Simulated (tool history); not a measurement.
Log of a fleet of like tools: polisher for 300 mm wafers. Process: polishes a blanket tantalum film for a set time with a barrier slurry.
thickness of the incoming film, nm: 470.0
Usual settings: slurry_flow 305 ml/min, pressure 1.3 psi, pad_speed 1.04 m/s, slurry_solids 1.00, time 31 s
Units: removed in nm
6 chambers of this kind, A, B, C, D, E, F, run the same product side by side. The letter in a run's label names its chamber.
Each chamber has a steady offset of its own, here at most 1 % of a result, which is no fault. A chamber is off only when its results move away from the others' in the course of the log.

run	hour	slurry_flow	pressure	pad_speed	slurry_solids	time	removed
1E	4.8	305	1.3	1.04	1.00	31	36.042
# hour 9.6: chamber A: worn pad replaced by a new one
2D	10.1	305	1.3	1.04	1.00	31	36.567
# hour 12.6: chamber F: worn pad replaced by a new one
3B	16.7	305	1.3	1.04	1.00	31	36.041
4C	23.0	305	1.3	1.04	1.00	31	35.951
5A	27.1	305	1.3	1.04	1.00	31	36.025
6F	31.0	305	1.3	1.04	1.00	31	35.626
# hour 32.3: chamber E: worn pad replaced by a new one
7E	36.5	305	1.3	1.04	1.00	31	36.247
8D	42.4	305	1.3	1.04	1.15	37	45.646
9A	47.7	305	1.3	1.04	1.15	37	44.646
# hour 50.0: chamber C: slurry blender recalibrated
# hour 50.0: chamber D: worn pad replaced by a new one
10B	53.4	305	1.3	1.04	1.15	37	44.807
11C	59.2	305	1.3	1.04	1.15	37	44.968
12F	63.8	305	1.3	1.04	1.15	37	43.997
# hour 67.5: chamber F: slurry nozzle cleaned
13A	67.5	305	1.3	1.04	1.15	37	44.820
# hour 70.5: chamber B: worn pad replaced by a new one
14F	71.1	305	1.3	1.04	1.00	31	35.811
15E	75.9	305	1.3	1.04	1.00	31	36.433
# hour 77.0: chamber C: worn pad replaced by a new one
16D	78.8	305	1.3	1.04	1.00	31	36.333
# hour 81.3: chamber B: slurry blender recalibrated
17C	84.6	305	1.3	1.04	1.00	31	36.227
18B	88.1	305	1.3	1.04	1.00	31	36.466
19A	94.7	305	1.6	1.04	1.00	37	52.711
20F	99.3	305	1.6	1.04	1.00	37	53.180
21D	103.0	305	1.6	1.04	1.00	37	53.991
22E	108.7	305	1.6	1.04	1.00	37	52.943
23B	113.0	305	1.6	1.04	1.00	37	53.358
# hour 116.5: chamber F: head pressure recalibrated
24C	119.5	305	1.6	1.04	1.00	37	53.349
25A	124.5	305	1.1	0.74	1.00	31	21.941
26E	130.0	305	1.1	0.74	1.00	31	22.016
27D	133.3	305	1.1	0.74	1.00	31	22.072
28B	136.3	305	1.1	0.74	1.00	31	22.065
# hour 137.9: chamber F: worn pad replaced by a new one
29F	139.7	305	1.1	0.74	1.00	31	19.962
# hour 144.2: chamber A: slurry blender recalibrated
30C	144.9	305	1.1	0.74	1.00	31	21.588
31B	149.5	305	1.3	1.04	1.00	31	36.692
32D	152.4	305	1.3	1.04	1.00	31	36.532
# hour 155.6: chamber D: worn pad replaced by a new one
33C	156.7	305	1.3	1.04	1.00	31	35.966
34A	163.2	305	1.3	1.04	1.00	31	36.220
35E	168.6	305	1.3	1.04	1.00	31	36.600
# hour 172.7: chamber E: worn pad replaced by a new one
36F	173.9	305	1.3	1.04	1.00	31	33.214
# hour 175.1: chamber C: slurry blender recalibrated
37A	176.8	305	1.3	1.04	1.00	31	36.066
# hour 177.7: chamber D: slurry blender recalibrated
38D	183.5	305	1.3	1.04	1.00	31	36.597
39E	189.6	305	1.3	1.04	1.00	31	36.118
40B	193.9	305	1.3	1.04	1.00	31	36.044
41C	197.5	305	1.3	1.04	1.00	31	35.884
42F	202.5	305	1.3	1.04	1.00	31	32.852
43B	208.9	305	1.3	1.04	1.00	31	36.057

What goes on in this fleet: one chamber off, a drifting gauge, or nothing beyond the chambers' own small offsets? Name the chamber and the cause, if any.

A service left chamber F off against the others.
Cause: head's pressure below its setpoint, % = 8.91.

Here are 4 candidates for chamber F's next run, each the usual settings with a change, their results left as question marks. Which one brings its results back in line with what the others give on the usual settings?
In line means no further than this from the other chambers' mean on the usual settings: removed 0.970 nm
44F-1	213.7	305	1.3	1.04	1.00	28	?
44F-2	213.7	305	1.3	1.02	1.00	31	?
44F-3	213.7	305	1.3	1.04	1.00	34	?
44F-4	213.7	305	1.3	1.06	1.00	31	?

The other chambers' mean on the usual settings: removed 36.199 nm
run	removed
44F-1	29.606
44F-2	32.142
44F-3	35.950
44F-4	33.415
44F-3 brings the chamber back in line.
